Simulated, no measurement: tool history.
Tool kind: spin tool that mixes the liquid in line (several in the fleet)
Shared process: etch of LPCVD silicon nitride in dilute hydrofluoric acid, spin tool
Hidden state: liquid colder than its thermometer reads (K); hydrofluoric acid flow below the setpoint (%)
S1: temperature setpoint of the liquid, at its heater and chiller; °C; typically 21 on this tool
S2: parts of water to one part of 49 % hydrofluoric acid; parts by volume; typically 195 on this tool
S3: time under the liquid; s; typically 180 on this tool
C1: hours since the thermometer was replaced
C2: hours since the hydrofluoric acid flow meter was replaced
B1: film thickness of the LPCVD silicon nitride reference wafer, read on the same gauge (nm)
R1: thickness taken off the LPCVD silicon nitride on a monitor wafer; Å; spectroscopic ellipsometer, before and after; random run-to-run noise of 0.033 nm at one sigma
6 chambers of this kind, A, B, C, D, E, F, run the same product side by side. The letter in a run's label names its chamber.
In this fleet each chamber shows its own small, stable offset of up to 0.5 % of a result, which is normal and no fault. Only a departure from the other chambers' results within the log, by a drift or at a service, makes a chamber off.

Run 1F, hour 9.8: usual settings; C1 1288.2; C2 1017.1; B1 70.043. Result: R1 4.2389 Å.
Run 2C, hour 18.7: usual settings; C1 2429.7; C2 653.6; B1 70.002. Result: R1 3.6987 Å.
Run 3B, hour 27.8: usual settings; C1 559.1; C2 1002.1; B1 69.967. Result: R1 4.3525 Å.
Run 4D, hour 36.9: usual settings; C1 767; C2 1626.9; B1 70.001. Result: R1 3.5002 Å.
Run 5E, hour 43.8: usual settings; C1 1074.5; C2 561; B1 70.005. Result: R1 3.97 Å.
Run 6A, hour 48.8: usual settings but S1 22.5 °C; C1 555.2; C2 609.2; B1 70.013. Result: R1 4.2828 Å.
Run 7B, hour 56.9: usual settings but S1 22.5 °C; C1 588.2; C2 1031.2; B1 70.004. Result: R1 3.8948 Å.
At hour 63.3: chamber D: hydrofluoric acid flow meter replaced.
Run 8A, hour 64.6: usual settings but S1 22.5 °C; C1 571; C2 625; B1 69.975. Result: R1 3.6309 Å.
At hour 66.8: chamber F: hydrofluoric acid flow meter replaced.
Run 9C, hour 70.7: usual settings but S1 22.5 °C; C1 2481.7; C2 705.6; B1 69.986. Result: R1 4.124 Å.
Run 10E, hour 76.7: usual settings but S1 22.5 °C; C1 1107.4; C2 593.9; B1 70.008. Result: R1 4.9645 Å.
Run 11D, hour 86.3: usual settings but S1 22.5 °C; C1 816.4; C2 23; B1 70.001. Result: R1 4.1511 Å.
Run 12F, hour 93.8: usual settings; C1 1372.2; C2 27.1; B1 69.971. Result: R1 3.794 Å.
At hour 99.4: chamber C: thermometer replaced.
Run 13D, hour 102.3: usual settings; C1 832.4; C2 39; B1 69.957. Result: R1 3.8573 Å.
Run 14A, hour 110.2: usual settings; C1 616.6; C2 670.6; B1 69.994. Result: R1 4.0638 Å.
Run 15E, hour 121.2: usual settings; C1 1151.9; C2 638.4; B1 70.017. Result: R1 4.216 Å.
Run 16F, hour 129.9: usual settings but S2 100 parts by volume; C1 1408.3; C2 63.2; B1 70.001. Result: R1 8.8489 Å.
Run 17C, hour 134.9: usual settings but S2 100 parts by volume; C1 35.6; C2 769.8; B1 69.98. Result: R1 7.7212 Å.
Run 18B, hour 144.5: usual settings but S2 100 parts by volume; C1 675.8; C2 1118.8; B1 69.996. Result: R1 8.1473 Å.
At hour 151.8: chamber A: hydrofluoric acid flow meter replaced.
Run 19B, hour 155.2: usual settings but S2 100 parts by volume; C1 686.5; C2 1129.5; B1 69.993. Result: R1 7.384 Å.
Run 20E, hour 163.6: usual settings but S2 100 parts by volume; C1 1194.3; C2 680.8; B1 69.999. Result: R1 7.472 Å.
Run 21A, hour 168.6: usual settings but S2 100 parts by volume; C1 675; C2 16.8; B1 70.002. Result: R1 8.3057 Å.
Run 22F, hour 178.3: usual settings; C1 1456.7; C2 111.6; B1 69.998. Result: R1 3.8526 Å.
Run 23D, hour 185.4: usual settings; C1 915.5; C2 122.1; B1 70.014. Result: R1 3.6173 Å.
Run 24C, hour 193.5: usual settings; C1 94.2; C2 828.4; B1 70.015. Result: R1 3.8828 Å.
Run 25D, hour 199: usual settings; C1 929.1; C2 135.7; B1 70.001. Result: R1 3.7181 Å.
Run 26F, hour 207.7: usual settings but S1 17.5 °C, S3 235 s; C1 1486.1; C2 141; B1 69.987. Result: R1 4.1139 Å.
Run 27C, hour 214.8: usual settings but S1 17.5 °C, S3 235 s; C1 115.5; C2 849.7; B1 70.034. Result: R1 4.6538 Å.
Run 28A, hour 221.9: usual settings but S1 17.5 °C, S3 235 s; C1 728.3; C2 70.1; B1 69.996. Result: R1 3.4507 Å.
Run 29E, hour 227.3: usual settings but S1 17.5 °C, S3 235 s; C1 1258; C2 744.5; B1 70.034. Result: R1 4.2985 Å.
Run 30B, hour 233.2: usual settings but S1 17.5 °C, S3 235 s; C1 764.5; C2 1207.5; B1 69.998. Result: R1 4.1472 Å.
Run 31C, hour 239.6: usual settings but S1 17.5 °C, S3 235 s; C1 140.3; C2 874.5; B1 70.01. Result: R1 4.2603 Å.
Run 32F, hour 249.9: usual settings; C1 1528.3; C2 183.2; B1 70.008. Result: R1 4.1414 Å.
Run 33A, hour 256: usual settings; C1 762.4; C2 104.2; B1 70.023. Result: R1 3.7528 Å.
At hour 259.2: chamber E: thermometer replaced.
Run 34E, hour 261.5: usual settings; C1 2.4; C2 778.7; B1 70.019. Result: R1 4.0669 Å.
Run 35D, hour 268.4: usual settings; C1 998.5; C2 205.1; B1 70. Result: R1 4.2746 Å.
Run 36B, hour 275.8: usual settings; C1 807.1; C2 1250.1; B1 70.003. Result: R1 3.5297 Å.
Run 37D, hour 285.8: usual settings; C1 1015.9; C2 222.5; B1 70.005. Result: R1 4.1552 Å.
Run 38F, hour 296.3: usual settings; C1 1574.7; C2 229.6; B1 70.016. Result: R1 4.1107 Å.
Run 39C, hour 305.4: usual settings; C1 206.1; C2 940.3; B1 70. Result: R1 3.9705 Å.
Run 40A, hour 313.8: usual settings; C1 820.2; C2 162; B1 70.013. Result: R1 3.9567 Å.
Run 41E, hour 323.7: usual settings but S2 290 parts by volume, S3 95 s; C1 64.6; C2 840.9; B1 69.979. Result: R1 1.4417 Å.

Next, every chamber runs the same settings. What will each give?
Run 42A, hour 331.7: usual settings. Result: R1 ?.
Run 42B, hour 331.7: usual settings. Result: R1 ?.
Run 42C, hour 331.7: usual settings. Result: R1 ?.
Run 42D, hour 331.7: usual settings. Result: R1 ?.
Run 42E, hour 331.7: usual settings. Result: R1 ?.
Run 42F, hour 331.7: usual settings. Result: R1 ?.

run      R1
42A  4.1265
42B  3.9702
42C  3.5723
42D  3.9186
42E  3.9769
42F  4.4525
